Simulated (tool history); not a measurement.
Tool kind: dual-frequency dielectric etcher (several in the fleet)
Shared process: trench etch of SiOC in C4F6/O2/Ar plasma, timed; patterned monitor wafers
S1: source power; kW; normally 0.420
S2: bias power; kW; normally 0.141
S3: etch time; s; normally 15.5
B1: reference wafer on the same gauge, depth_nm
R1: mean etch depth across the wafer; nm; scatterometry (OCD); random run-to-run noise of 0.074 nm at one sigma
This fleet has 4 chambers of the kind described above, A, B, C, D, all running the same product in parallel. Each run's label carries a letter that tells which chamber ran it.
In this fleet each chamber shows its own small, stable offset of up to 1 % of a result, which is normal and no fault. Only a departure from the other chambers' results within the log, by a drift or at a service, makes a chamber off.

| run | hour | S1 | S2 | S3 | B1 | R1 |
|---|---|---|---|---|---|---|
| 1B | 9.9 | 0.420 | 0.141 | 15.5 | 28.308 | 30.092 |
| 2C | 21.3 | 0.420 | 0.141 | 15.5 | 28.285 | 30.453 |
| 3D | 35.2 | 0.420 | 0.141 | 15.5 | 28.296 | 30.657 |
| 4A | 47.6 | 0.420 | 0.141 | 15.5 | 28.299 | 30.550 |
| 5A | 60.8 | 0.420 | 0.141 | 15.5 | 28.289 | 30.357 |
| 6D | 69.1 | 0.420 | 0.141 | 15.5 | 28.295 | 30.600 |
| 7B | 83.5 | 0.420 | 0.141 | 15.5 | 28.318 | 30.208 |
| 8C | 98.2 | 0.420 | 0.141 | 15.5 | 28.286 | 30.418 |
| 9D | 108.1 | 0.420 | 0.141 | 15.5 | 28.307 | 30.544 |
| 10B | 116.0 | 0.420 | 0.141 | 15.5 | 28.304 | 30.132 |
| 11A | 130.6 | 0.510 | 0.141 | 19.5 | 28.303 | 41.469 |
| 12C | 137.4 | 0.510 | 0.141 | 19.5 | 28.309 | 41.277 |
|  | 147.5 | chamber C: bias power generator calibrated |
| 13D | 150.7 | 0.510 | 0.141 | 19.5 | 28.302 | 41.646 |
| 14C | 161.7 | 0.510 | 0.141 | 19.5 | 28.295 | 41.331 |
|  | 166.9 | chamber C: wet clean of the chamber |
| 15B | 168.6 | 0.420 | 0.141 | 15.5 | 28.290 | 30.130 |
| 16A | 180.1 | 0.420 | 0.141 | 15.5 | 28.290 | 30.576 |
| 17A | 193.4 | 0.420 | 0.141 | 15.5 | 28.287 | 30.436 |
| 18C | 202.1 | 0.420 | 0.141 | 15.5 | 28.307 | 30.291 |
| 19D | 210.6 | 0.420 | 0.141 | 15.5 | 28.293 | 30.623 |
|  | 216.7 | chamber B: bias power generator calibrated |
| 20B | 217.5 | 0.420 | 0.141 | 15.5 | 28.302 | 29.739 |
| 21C | 226.7 | 0.420 | 0.141 | 15.5 | 28.299 | 30.262 |
| 22A | 235.5 | 0.420 | 0.141 | 15.5 | 28.319 | 30.380 |
| 23D | 242.4 | 0.420 | 0.141 | 15.5 | 28.310 | 30.532 |
| 24B | 250.8 | 0.420 | 0.141 | 15.5 | 28.308 | 29.450 |
| 25A | 263.2 | 0.420 | 0.141 | 15.5 | 28.284 | 30.410 |
| 26B | 272.3 | 0.420 | 0.141 | 15.5 | 28.293 | 29.524 |
| 27D | 279.7 | 0.510 | 0.116 | 15.5 | 28.295 | 31.298 |
| 28C | 292.8 | 0.510 | 0.116 | 15.5 | 28.300 | 31.078 |
| 29C | 306.8 | 0.510 | 0.116 | 15.5 | 28.305 | 30.899 |
| 30B | 315.4 | 0.510 | 0.116 | 15.5 | 28.304 | 29.948 |

Is one chamber off against the others, does the gauge drift, or is nothing wrong? If a chamber is off, say which, and what the likeliest cause is.

It is chamber B that slowly wanders off from its peers.
Most likely cause: etch rate under this chamber's usual, % = 3.2.

Which of the 4 candidates below, each the usual settings with something changed and its results left as question marks, puts chamber B back in line with what the other chambers give on the usual settings?
In line here means within this much of the mean the other chambers give on the usual settings: R1 0.260 nm
| 31B-1 | 325.9 | 0.430 | 0.142 | 16.0 |  | ? |
| 31B-2 | 325.9 | 0.370 | 0.126 | 15.5 |  | ? |
| 31B-3 | 325.9 | 0.410 | 0.140 | 15.0 |  | ? |
| 31B-4 | 325.9 | 0.420 | 0.183 | 15.5 |  | ? |

The mean the other chambers reach with the usual settings: R1 30.506 nm
| run | R1 |
|---|---|
| 31B-1 | 30.458 |
| 31B-2 | 26.862 |
| 31B-3 | 27.909 |
| 31B-4 | 31.575 |
31B-1 puts the chamber back in line with the other chambers.
